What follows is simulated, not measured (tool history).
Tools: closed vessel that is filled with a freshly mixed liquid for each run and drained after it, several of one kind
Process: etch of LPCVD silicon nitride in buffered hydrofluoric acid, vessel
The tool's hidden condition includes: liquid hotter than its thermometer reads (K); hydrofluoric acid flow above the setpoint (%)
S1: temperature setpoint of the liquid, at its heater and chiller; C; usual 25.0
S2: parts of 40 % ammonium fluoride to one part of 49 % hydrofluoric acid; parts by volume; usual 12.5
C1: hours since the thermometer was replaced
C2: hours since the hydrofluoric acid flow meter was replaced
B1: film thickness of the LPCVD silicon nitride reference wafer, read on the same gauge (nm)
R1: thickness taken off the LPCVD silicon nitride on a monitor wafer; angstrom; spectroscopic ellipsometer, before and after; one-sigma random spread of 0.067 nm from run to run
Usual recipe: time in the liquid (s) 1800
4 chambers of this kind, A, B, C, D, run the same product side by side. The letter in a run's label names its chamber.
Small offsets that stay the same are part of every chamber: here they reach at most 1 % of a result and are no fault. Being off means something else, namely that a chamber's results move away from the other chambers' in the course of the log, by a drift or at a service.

{"run": "1B", "hour": 7.9, "S1": 25.0, "S2": 12.5, "time in the liquid (s)": 1800, "C1": 517.5, "C2": 1401.4, "B1": 50.043, "R1": 213.98}
{"run": "2A", "hour": 16.5, "S1": 25.0, "S2": 12.5, "time in the liquid (s)": 1800, "C1": 1337.3, "C2": 454.6, "B1": 49.986, "R1": 213.38}
{"run": "3C", "hour": 25.5, "S1": 25.0, "S2": 12.5, "time in the liquid (s)": 1800, "C1": 275.1, "C2": 346.2, "B1": 49.991, "R1": 214.9}
{"run": "4D", "hour": 32.8, "S1": 25.0, "S2": 12.5, "time in the liquid (s)": 1800, "C1": 62.2, "C2": 136.4, "B1": 50.015, "R1": 214.18}
{"run": "5C", "hour": 42.8, "S1": 25.0, "S2": 12.5, "time in the liquid (s)": 1800, "C1": 292.4, "C2": 363.5, "B1": 50.023, "R1": 216.06}
{"run": "6A", "hour": 47.3, "S1": 22.5, "S2": 12.5, "time in the liquid (s)": 1800, "C1": 1368.1, "C2": 485.4, "B1": 49.983, "R1": 185.7}
{"run": "7D", "hour": 53.1, "S1": 22.5, "S2": 12.5, "time in the liquid (s)": 1800, "C1": 82.5, "C2": 156.7, "B1": 50.023, "R1": 186.23}
{"hour": 59.3, "done": "chamber B: hydrofluoric acid flow meter replaced"}
{"run": "8B", "hour": 63.0, "S1": 22.5, "S2": 12.5, "time in the liquid (s)": 1800, "C1": 572.6, "C2": 3.8, "B1": 50.007, "R1": 186.45}
{"run": "9C", "hour": 72.1, "S1": 22.5, "S2": 12.5, "time in the liquid (s)": 1800, "C1": 321.7, "C2": 392.8, "B1": 49.987, "R1": 187.58}
{"run": "10B", "hour": 77.9, "S1": 25.0, "S2": 12.5, "time in the liquid (s)": 1800, "C1": 587.5, "C2": 18.7, "B1": 50.044, "R1": 213.33}
{"run": "11A", "hour": 84.6, "S1": 25.0, "S2": 12.5, "time in the liquid (s)": 1800, "C1": 1405.4, "C2": 522.7, "B1": 49.964, "R1": 213.72}
{"run": "12D", "hour": 89.6, "S1": 25.0, "S2": 12.5, "time in the liquid (s)": 1800, "C1": 119.0, "C2": 193.2, "B1": 50.007, "R1": 214.76}
{"run": "13B", "hour": 95.0, "S1": 25.0, "S2": 15.0, "time in the liquid (s)": 1800, "C1": 604.6, "C2": 35.8, "B1": 50.028, "R1": 176.69}
{"run": "14C", "hour": 103.4, "S1": 25.0, "S2": 15.0, "time in the liquid (s)": 1800, "C1": 353.0, "C2": 424.1, "B1": 50.061, "R1": 179.57}
{"run": "15D", "hour": 108.1, "S1": 25.0, "S2": 15.0, "time in the liquid (s)": 1800, "C1": 137.5, "C2": 211.7, "B1": 49.973, "R1": 179.27}
{"run": "16A", "hour": 114.5, "S1": 25.0, "S2": 15.0, "time in the liquid (s)": 1800, "C1": 1435.3, "C2": 552.6, "B1": 50.017, "R1": 178.17}
{"run": "17D", "hour": 124.6, "S1": 25.0, "S2": 12.5, "time in the liquid (s)": 1800, "C1": 154.0, "C2": 228.2, "B1": 49.963, "R1": 213.93}
{"run": "18C", "hour": 134.3, "S1": 25.0, "S2": 9.5, "time in the liquid (s)": 1800, "C1": 383.9, "C2": 455.0, "B1": 50.005, "R1": 277.28}
{"run": "19A", "hour": 139.7, "S1": 25.0, "S2": 9.5, "time in the liquid (s)": 1800, "C1": 1460.5, "C2": 577.8, "B1": 50.01, "R1": 273.3}
{"run": "20B", "hour": 146.8, "S1": 25.0, "S2": 9.5, "time in the liquid (s)": 1800, "C1": 656.4, "C2": 87.6, "B1": 50.011, "R1": 275.22}
{"run": "21C", "hour": 156.5, "S1": 25.0, "S2": 9.5, "time in the liquid (s)": 1800, "C1": 406.1, "C2": 477.2, "B1": 50.041, "R1": 277.06}
{"run": "22B", "hour": 161.7, "S1": 25.0, "S2": 12.5, "time in the liquid (s)": 2785, "C1": 671.3, "C2": 102.5, "B1": 50.003, "R1": 331.1}
{"run": "23A", "hour": 169.8, "S1": 25.0, "S2": 12.5, "time in the liquid (s)": 2785, "C1": 1490.6, "C2": 607.9, "B1": 49.971, "R1": 330.28}
{"run": "24D", "hour": 177.7, "S1": 25.0, "S2": 12.5, "time in the liquid (s)": 2785, "C1": 207.1, "C2": 281.3, "B1": 49.99, "R1": 331.06}
{"run": "25D", "hour": 187.8, "S1": 25.0, "S2": 12.5, "time in the liquid (s)": 2785, "C1": 217.2, "C2": 291.4, "B1": 49.985, "R1": 332.2}
{"run": "26A", "hour": 193.8, "S1": 29.0, "S2": 12.5, "time in the liquid (s)": 2590, "C1": 1514.6, "C2": 631.9, "B1": 50.002, "R1": 377.64}
{"run": "27B", "hour": 199.8, "S1": 29.0, "S2": 12.5, "time in the liquid (s)": 2590, "C1": 709.4, "C2": 140.6, "B1": 50.008, "R1": 377.17}
{"run": "28C", "hour": 208.7, "S1": 29.0, "S2": 12.5, "time in the liquid (s)": 2590, "C1": 458.3, "C2": 529.4, "B1": 49.976, "R1": 385.3}
{"run": "29B", "hour": 214.9, "S1": 29.0, "S2": 12.5, "time in the liquid (s)": 2590, "C1": 724.5, "C2": 155.7, "B1": 50.019, "R1": 378.23}
{"run": "30D", "hour": 220.4, "S1": 25.0, "S2": 12.5, "time in the liquid (s)": 1800, "C1": 249.8, "C2": 324.0, "B1": 49.984, "R1": 215.3}
{"run": "31A", "hour": 230.4, "S1": 25.0, "S2": 12.5, "time in the liquid (s)": 1800, "C1": 1551.2, "C2": 668.5, "B1": 50.043, "R1": 214.32}
{"run": "32C", "hour": 236.7, "S1": 25.0, "S2": 12.5, "time in the liquid (s)": 1800, "C1": 486.3, "C2": 557.4, "B1": 50.022, "R1": 214.64}
{"run": "33D", "hour": 245.7, "S1": 25.0, "S2": 12.5, "time in the liquid (s)": 1800, "C1": 275.1, "C2": 349.3, "B1": 49.997, "R1": 214.08}
{"run": "34A", "hour": 253.8, "S1": 25.0, "S2": 12.5, "time in the liquid (s)": 1800, "C1": 1574.6, "C2": 691.9, "B1": 50.008, "R1": 212.51}
{"run": "35B", "hour": 260.1, "S1": 25.0, "S2": 12.5, "time in the liquid (s)": 1800, "C1": 769.7, "C2": 200.9, "B1": 50.009, "R1": 211.82}
{"run": "36C", "hour": 268.3, "S1": 25.0, "S2": 12.5, "time in the liquid (s)": 1800, "C1": 517.9, "C2": 589.0, "B1": 49.944, "R1": 214.85}
{"run": "37A", "hour": 278.7, "S1": 25.0, "S2": 12.5, "time in the liquid (s)": 1800, "C1": 1599.5, "C2": 716.8, "B1": 49.992, "R1": 213.34}
{"run": "38D", "hour": 287.6, "S1": 25.0, "S2": 12.5, "time in the liquid (s)": 1800, "C1": 317.0, "C2": 391.2, "B1": 50.011, "R1": 213.96}
{"run": "39C", "hour": 294.6, "S1": 25.0, "S2": 12.5, "time in the liquid (s)": 1800, "C1": 544.2, "C2": 615.3, "B1": 49.988, "R1": 216.56}

Which is it: a chamber that has drifted or been left off by a service, a gauge drift common to all chambers, or only each chamber's usual small offset? If a chamber is off, name it and its likeliest cause.

The fleet is healthy, with each chamber sitting at its usual small offset and no drift in the gauge.

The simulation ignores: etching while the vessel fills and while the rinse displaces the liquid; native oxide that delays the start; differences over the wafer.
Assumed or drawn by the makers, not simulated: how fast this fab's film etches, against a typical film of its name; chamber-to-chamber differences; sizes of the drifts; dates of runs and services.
